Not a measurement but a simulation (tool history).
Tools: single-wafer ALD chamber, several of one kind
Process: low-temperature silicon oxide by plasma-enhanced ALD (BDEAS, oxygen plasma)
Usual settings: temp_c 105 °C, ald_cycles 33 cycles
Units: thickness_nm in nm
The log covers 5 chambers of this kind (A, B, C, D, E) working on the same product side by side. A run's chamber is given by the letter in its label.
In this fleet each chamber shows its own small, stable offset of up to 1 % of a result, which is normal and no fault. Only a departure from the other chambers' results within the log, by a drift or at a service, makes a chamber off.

| run | day | temp_c | ald_cycles | read-back reference wafer on the same gauge, thickness_nm | thickness_nm |
|---|---|---|---|---|---|
| 1B | 0.162 | 105 | 33 | 4.2516 | 4.6400 |
| 2E | 0.379 | 105 | 33 | 4.2510 | 4.6232 |
| 3A | 0.579 | 105 | 33 | 4.2504 | 4.6545 |
| 4D | 0.800 | 105 | 33 | 4.2463 | 4.6666 |
| 5C | 0.950 | 105 | 33 | 4.2503 | 4.6660 |
| 6D | 1.125 | 105 | 33 | 4.2495 | 4.6546 |
| 7C | 1.308 | 105 | 33 | 4.2494 | 4.6866 |
| 8B | 1.508 | 105 | 33 | 4.2487 | 4.6179 |
| 9E | 1.638 | 105 | 33 | 4.2501 | 4.6462 |
| 10A | 1.825 | 105 | 33 | 4.2500 | 4.6708 |
| 11B | 2.012 | 105 | 33 | 4.2504 | 4.6396 |
| 12C | 2.167 | 113 | 29 | 4.2509 | 4.0433 |
| 13D | 2.383 | 113 | 29 | 4.2512 | 4.0269 |
| 14A | 2.596 | 113 | 29 | 4.2510 | 4.0152 |
| 15E | 2.821 | 113 | 29 | 4.2476 | 4.0012 |
| 16A | 3.033 | 113 | 29 | 4.2495 | 4.0593 |
| 17D | 3.175 | 117 | 33 | 4.2459 | 4.5625 |
| 18E | 3.408 | 117 | 33 | 4.2509 | 4.5414 |
| 19B | 3.650 | 117 | 33 | 4.2548 | 4.5247 |
| 20C | 3.892 | 117 | 33 | 4.2477 | 4.5656 |
| 21E | 4.054 | 117 | 33 | 4.2501 | 4.5263 |
| 22C | 4.208 | 98 | 37 | 4.2499 | 5.3181 |
| 23A | 4.404 | 98 | 37 | 4.2473 | 5.3084 |
| 24B | 4.579 | 98 | 37 | 4.2470 | 5.2727 |
| 25D | 4.775 | 98 | 37 | 4.2506 | 5.2870 |
| 26D | 4.912 | 98 | 37 | 4.2490 | 5.2776 |
| 27E | 5.108 | 105 | 33 | 4.2480 | 4.6613 |
| 28B | 5.350 | 105 | 33 | 4.2521 | 4.6316 |
| 29A | 5.475 | 105 | 33 | 4.2506 | 4.6760 |
| 30C | 5.604 | 105 | 33 | 4.2519 | 4.6329 |
| 31E | 5.846 | 105 | 33 | 4.2501 | 4.6175 |
| 32A | 6.050 | 105 | 33 | 4.2478 | 4.6735 |
| 33B | 6.288 | 105 | 33 | 4.2503 | 4.6158 |
| 34D | 6.525 | 105 | 33 | 4.2484 | 4.6543 |
|  | 6.621 | chamber E: thermocouple changed; heater temperature recalibrated |
| 35C | 6.733 | 105 | 33 | 4.2466 | 4.6558 |
| 36D | 6.938 | 105 | 33 | 4.2502 | 4.6654 |
| 37E | 7.146 | 105 | 33 | 4.2474 | 4.6408 |
| 38B | 7.288 | 105 | 33 | 4.2514 | 4.6314 |
| 39C | 7.458 | 105 | 33 | 4.2489 | 4.6669 |
| 40A | 7.592 | 105 | 33 | 4.2515 | 4.6904 |
| 41B | 7.750 | 105 | 33 | 4.2508 | 4.6278 |
| 42A | 7.946 | 105 | 33 | 4.2501 | 4.6532 |
| 43E | 8.142 | 105 | 33 | 4.2464 | 4.6263 |
| 44D | 8.325 | 119 | 29 | 4.2491 | 3.9893 |

Next, every chamber runs the same settings. What will each give?
| 45A | 8.500 | 105 | 33 |  | ? |
| 45B | 8.500 | 105 | 33 |  | ? |
| 45C | 8.500 | 105 | 33 |  | ? |
| 45D | 8.500 | 105 | 33 |  | ? |
| 45E | 8.500 | 105 | 33 |  | ? |

| run | thickness_nm |
|---|---|
| 45A | 4.6431 |
| 45B | 4.6101 |
| 45C | 4.6639 |
| 45D | 4.6501 |
| 45E | 4.6208 |

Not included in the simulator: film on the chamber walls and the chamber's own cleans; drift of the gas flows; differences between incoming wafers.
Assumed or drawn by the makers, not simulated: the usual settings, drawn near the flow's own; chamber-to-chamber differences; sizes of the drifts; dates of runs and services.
